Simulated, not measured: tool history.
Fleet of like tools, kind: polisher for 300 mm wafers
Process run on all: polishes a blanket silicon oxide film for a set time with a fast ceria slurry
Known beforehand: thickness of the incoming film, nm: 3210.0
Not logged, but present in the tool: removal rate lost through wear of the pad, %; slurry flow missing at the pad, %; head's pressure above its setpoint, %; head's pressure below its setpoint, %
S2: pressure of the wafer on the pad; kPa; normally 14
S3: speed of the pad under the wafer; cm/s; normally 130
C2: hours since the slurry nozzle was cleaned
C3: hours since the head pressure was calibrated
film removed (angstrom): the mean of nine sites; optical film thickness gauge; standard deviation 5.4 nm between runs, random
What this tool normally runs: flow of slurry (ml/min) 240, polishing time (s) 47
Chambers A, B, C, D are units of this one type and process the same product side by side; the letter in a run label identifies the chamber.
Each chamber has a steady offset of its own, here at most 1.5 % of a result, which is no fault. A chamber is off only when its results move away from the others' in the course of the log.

{"run": "1C", "day": 0.167, "flow of slurry (ml/min)": 240, "S2": 14, "S3": 130, "polishing time (s)": 47, "wafers polished on this pad": 62, "C2": 490.9, "C3": 113.7, "film removed (angstrom)": 5709.8}
{"run": "2A", "day": 0.408, "flow of slurry (ml/min)": 240, "S2": 14, "S3": 130, "polishing time (s)": 47, "wafers polished on this pad": 959, "C2": 264.8, "C3": 559.1, "film removed (angstrom)": 5724.0}
{"day": 0.558, "done": "chamber D: worn pad replaced by a new one"}
{"day": 0.625, "done": "chamber B: worn pad replaced by a new one"}
{"run": "3D", "day": 0.758, "flow of slurry (ml/min)": 240, "S2": 14, "S3": 130, "polishing time (s)": 47, "wafers polished on this pad": 57, "C2": 227.6, "C3": 21.2, "film removed (angstrom)": 5721.6}
{"run": "4B", "day": 1.042, "flow of slurry (ml/min)": 240, "S2": 14, "S3": 130, "polishing time (s)": 47, "wafers polished on this pad": 119, "C2": 120.3, "C3": 101.3, "film removed (angstrom)": 5758.5}
{"day": 1.154, "done": "chamber A: worn pad replaced by a new one"}
{"run": "5D", "day": 1.308, "flow of slurry (ml/min)": 240, "S2": 14, "S3": 130, "polishing time (s)": 47, "wafers polished on this pad": 214, "C2": 240.8, "C3": 34.4, "film removed (angstrom)": 5627.0}
{"run": "6B", "day": 1.675, "flow of slurry (ml/min)": 240, "S2": 14, "S3": 130, "polishing time (s)": 47, "wafers polished on this pad": 299, "C2": 135.5, "C3": 116.5, "film removed (angstrom)": 5730.7}
{"run": "7A", "day": 1.958, "flow of slurry (ml/min)": 240, "S2": 14, "S3": 130, "polishing time (s)": 47, "wafers polished on this pad": 230, "C2": 302.0, "C3": 596.3, "film removed (angstrom)": 5712.5}
{"run": "8C", "day": 2.3, "flow of slurry (ml/min)": 240, "S2": 14, "S3": 130, "polishing time (s)": 47, "wafers polished on this pad": 671, "C2": 542.1, "C3": 164.9, "film removed (angstrom)": 5715.6}
{"run": "9B", "day": 2.462, "flow of slurry (ml/min)": 240, "S2": 14, "S3": 130, "polishing time (s)": 47, "wafers polished on this pad": 524, "C2": 154.4, "C3": 135.4, "film removed (angstrom)": 5804.2}
{"day": 2.696, "done": "chamber A: slurry nozzle cleaned"}
{"run": "10C", "day": 2.783, "flow of slurry (ml/min)": 240, "S2": 14, "S3": 130, "polishing time (s)": 55, "wafers polished on this pad": 809, "C2": 553.7, "C3": 176.5, "film removed (angstrom)": 6713.3}
{"day": 2.808, "done": "chamber C: worn pad replaced by a new one"}
{"run": "11D", "day": 2.983, "flow of slurry (ml/min)": 240, "S2": 14, "S3": 130, "polishing time (s)": 55, "wafers polished on this pad": 692, "C2": 281.0, "C3": 74.6, "film removed (angstrom)": 6586.6}
{"run": "12A", "day": 3.2, "flow of slurry (ml/min)": 240, "S2": 14, "S3": 130, "polishing time (s)": 55, "wafers polished on this pad": 584, "C2": 12.2, "C3": 626.1, "film removed (angstrom)": 6754.3}
{"day": 3.446, "done": "chamber D: worn pad replaced by a new one"}
{"run": "13D", "day": 3.562, "flow of slurry (ml/min)": 240, "S2": 14, "S3": 130, "polishing time (s)": 55, "wafers polished on this pad": 34, "C2": 294.9, "C3": 88.5, "film removed (angstrom)": 6767.5}
{"day": 3.6, "done": "chamber D: slurry nozzle cleaned"}
{"run": "14B", "day": 3.817, "flow of slurry (ml/min)": 240, "S2": 14, "S3": 130, "polishing time (s)": 47, "wafers polished on this pad": 910, "C2": 186.9, "C3": 167.9, "film removed (angstrom)": 5723.8}
{"day": 3.896, "done": "chamber B: worn pad replaced by a new one"}
{"run": "15A", "day": 3.983, "flow of slurry (ml/min)": 240, "S2": 14, "S3": 130, "polishing time (s)": 47, "wafers polished on this pad": 808, "C2": 31.0, "C3": 644.9, "film removed (angstrom)": 5787.6}
{"run": "16C", "day": 4.188, "flow of slurry (ml/min)": 240, "S2": 14, "S3": 130, "polishing time (s)": 47, "wafers polished on this pad": 394, "C2": 587.4, "C3": 210.2, "film removed (angstrom)": 5707.3}
{"run": "17D", "day": 4.496, "flow of slurry (ml/min)": 240, "S2": 14, "S3": 130, "polishing time (s)": 47, "wafers polished on this pad": 300, "C2": 21.5, "C3": 110.9, "film removed (angstrom)": 5668.2}
{"day": 4.6, "done": "chamber A: worn pad replaced by a new one"}
{"run": "18B", "day": 4.808, "flow of slurry (ml/min)": 240, "S2": 14, "S3": 130, "polishing time (s)": 47, "wafers polished on this pad": 260, "C2": 210.7, "C3": 191.7, "film removed (angstrom)": 5801.4}
{"run": "19C", "day": 5.096, "flow of slurry (ml/min)": 240, "S2": 14, "S3": 130, "polishing time (s)": 47, "wafers polished on this pad": 653, "C2": 609.2, "C3": 232.0, "film removed (angstrom)": 5584.8}
{"run": "20A", "day": 5.275, "flow of slurry (ml/min)": 240, "S2": 14, "S3": 130, "polishing time (s)": 47, "wafers polished on this pad": 193, "C2": 62.0, "C3": 675.9, "film removed (angstrom)": 5978.8}
{"run": "21B", "day": 5.546, "flow of slurry (ml/min)": 240, "S2": 14, "S3": 130, "polishing time (s)": 47, "wafers polished on this pad": 471, "C2": 228.4, "C3": 209.4, "film removed (angstrom)": 5688.7}
{"run": "22C", "day": 5.808, "flow of slurry (ml/min)": 240, "S2": 14, "S3": 130, "polishing time (s)": 47, "wafers polished on this pad": 857, "C2": 626.3, "C3": 249.1, "film removed (angstrom)": 5775.7}
{"day": 5.988, "done": "chamber C: worn pad replaced by a new one"}
{"day": 5.992, "done": "chamber D: worn pad replaced by a new one"}
{"run": "23A", "day": 6.046, "flow of slurry (ml/min)": 240, "S2": 14, "S3": 130, "polishing time (s)": 47, "wafers polished on this pad": 413, "C2": 80.5, "C3": 694.4, "film removed (angstrom)": 5945.7}
{"run": "24D", "day": 6.362, "flow of slurry (ml/min)": 240, "S2": 14, "S3": 130, "polishing time (s)": 60, "wafers polished on this pad": 105, "C2": 66.3, "C3": 155.7, "film removed (angstrom)": 7270.5}
{"run": "25D", "day": 6.604, "flow of slurry (ml/min)": 240, "S2": 14, "S3": 130, "polishing time (s)": 60, "wafers polished on this pad": 174, "C2": 72.1, "C3": 161.5, "film removed (angstrom)": 7333.0}
{"day": 6.892, "done": "chamber C: slurry nozzle cleaned"}
{"run": "26B", "day": 6.925, "flow of slurry (ml/min)": 240, "S2": 14, "S3": 130, "polishing time (s)": 60, "wafers polished on this pad": 864, "C2": 261.5, "C3": 242.5, "film removed (angstrom)": 7282.8}
{"run": "27A", "day": 7.221, "flow of slurry (ml/min)": 240, "S2": 14, "S3": 130, "polishing time (s)": 60, "wafers polished on this pad": 748, "C2": 108.7, "C3": 722.6, "film removed (angstrom)": 7639.2}
{"day": 7.304, "done": "chamber B: worn pad replaced by a new one"}
{"run": "28C", "day": 7.383, "flow of slurry (ml/min)": 185, "S2": 14, "S3": 130, "polishing time (s)": 47, "wafers polished on this pad": 398, "C2": 11.9, "C3": 286.9, "film removed (angstrom)": 5533.2}
{"run": "29A", "day": 7.654, "flow of slurry (ml/min)": 185, "S2": 14, "S3": 130, "polishing time (s)": 47, "wafers polished on this pad": 871, "C2": 119.1, "C3": 733.0, "film removed (angstrom)": 5771.3}
{"run": "30D", "day": 7.842, "flow of slurry (ml/min)": 185, "S2": 14, "S3": 130, "polishing time (s)": 47, "wafers polished on this pad": 527, "C2": 101.8, "C3": 191.2, "film removed (angstrom)": 5575.1}
{"run": "31C", "day": 8.038, "flow of slurry (ml/min)": 185, "S2": 14, "S3": 130, "polishing time (s)": 47, "wafers polished on this pad": 585, "C2": 27.6, "C3": 302.6, "film removed (angstrom)": 5555.2}
{"run": "32B", "day": 8.296, "flow of slurry (ml/min)": 240, "S2": 14, "S3": 130, "polishing time (s)": 47, "wafers polished on this pad": 283, "C2": 294.4, "C3": 275.4, "film removed (angstrom)": 5758.9}
{"day": 8.642, "done": "chamber C: worn pad replaced by a new one"}
{"run": "33A", "day": 8.658, "flow of slurry (ml/min)": 240, "S2": 14, "S3": 88, "polishing time (s)": 34, "wafers polished on this pad": 1158, "C2": 143.2, "C3": 757.1, "film removed (angstrom)": 3033.9}
{"day": 8.8, "done": "chamber A: worn pad replaced by a new one"}
{"day": 8.888, "done": "chamber D: worn pad replaced by a new one"}
{"run": "34D", "day": 8.975, "flow of slurry (ml/min)": 240, "S2": 14, "S3": 88, "polishing time (s)": 34, "wafers polished on this pad": 26, "C2": 129.0, "C3": 218.4, "film removed (angstrom)": 2778.1}
{"run": "35C", "day": 9.321, "flow of slurry (ml/min)": 240, "S2": 14, "S3": 88, "polishing time (s)": 34, "wafers polished on this pad": 194, "C2": 58.4, "C3": 333.4, "film removed (angstrom)": 2816.9}
{"run": "36B", "day": 9.642, "flow of slurry (ml/min)": 240, "S2": 14, "S3": 88, "polishing time (s)": 34, "wafers polished on this pad": 667, "C2": 326.7, "C3": 307.7, "film removed (angstrom)": 2814.5}
{"run": "37C", "day": 9.892, "flow of slurry (ml/min)": 240, "S2": 14, "S3": 130, "polishing time (s)": 56, "wafers polished on this pad": 357, "C2": 72.1, "C3": 347.1, "film removed (angstrom)": 6786.6}
{"run": "38D", "day": 10.225, "flow of slurry (ml/min)": 240, "S2": 14, "S3": 130, "polishing time (s)": 56, "wafers polished on this pad": 382, "C2": 159.0, "C3": 248.4, "film removed (angstrom)": 6789.7}
{"run": "39B", "day": 10.412, "flow of slurry (ml/min)": 240, "S2": 14, "S3": 130, "polishing time (s)": 56, "wafers polished on this pad": 887, "C2": 345.2, "C3": 326.2, "film removed (angstrom)": 6929.1}
{"run": "40A", "day": 10.75, "flow of slurry (ml/min)": 240, "S2": 14, "S3": 130, "polishing time (s)": 56, "wafers polished on this pad": 557, "C2": 193.4, "C3": 807.3, "film removed (angstrom)": 7373.9}
{"run": "41C", "day": 11.004, "flow of slurry (ml/min)": 240, "S2": 14, "S3": 130, "polishing time (s)": 47, "wafers polished on this pad": 674, "C2": 98.8, "C3": 373.8, "film removed (angstrom)": 5693.2}

Each of the 4 chambers runs these same settings next. Fill in every chamber's results:
{"run": "42A", "day": 11.267, "flow of slurry (ml/min)": 240, "S2": 14, "S3": 130, "polishing time (s)": 47, "film removed (angstrom)": "?"}
{"run": "42B", "day": 11.267, "flow of slurry (ml/min)": 240, "S2": 14, "S3": 130, "polishing time (s)": 47, "film removed (angstrom)": "?"}
{"run": "42C", "day": 11.267, "flow of slurry (ml/min)": 240, "S2": 14, "S3": 130, "polishing time (s)": 47, "film removed (angstrom)": "?"}
{"run": "42D", "day": 11.267, "flow of slurry (ml/min)": 240, "S2": 14, "S3": 130, "polishing time (s)": 47, "film removed (angstrom)": "?"}

run=42A film_removed_(angstrom)=6373.6
run=42B film_removed_(angstrom)=5694.8
run=42C film_removed_(angstrom)=5738.9
run=42D film_removed_(angstrom)=5710.3
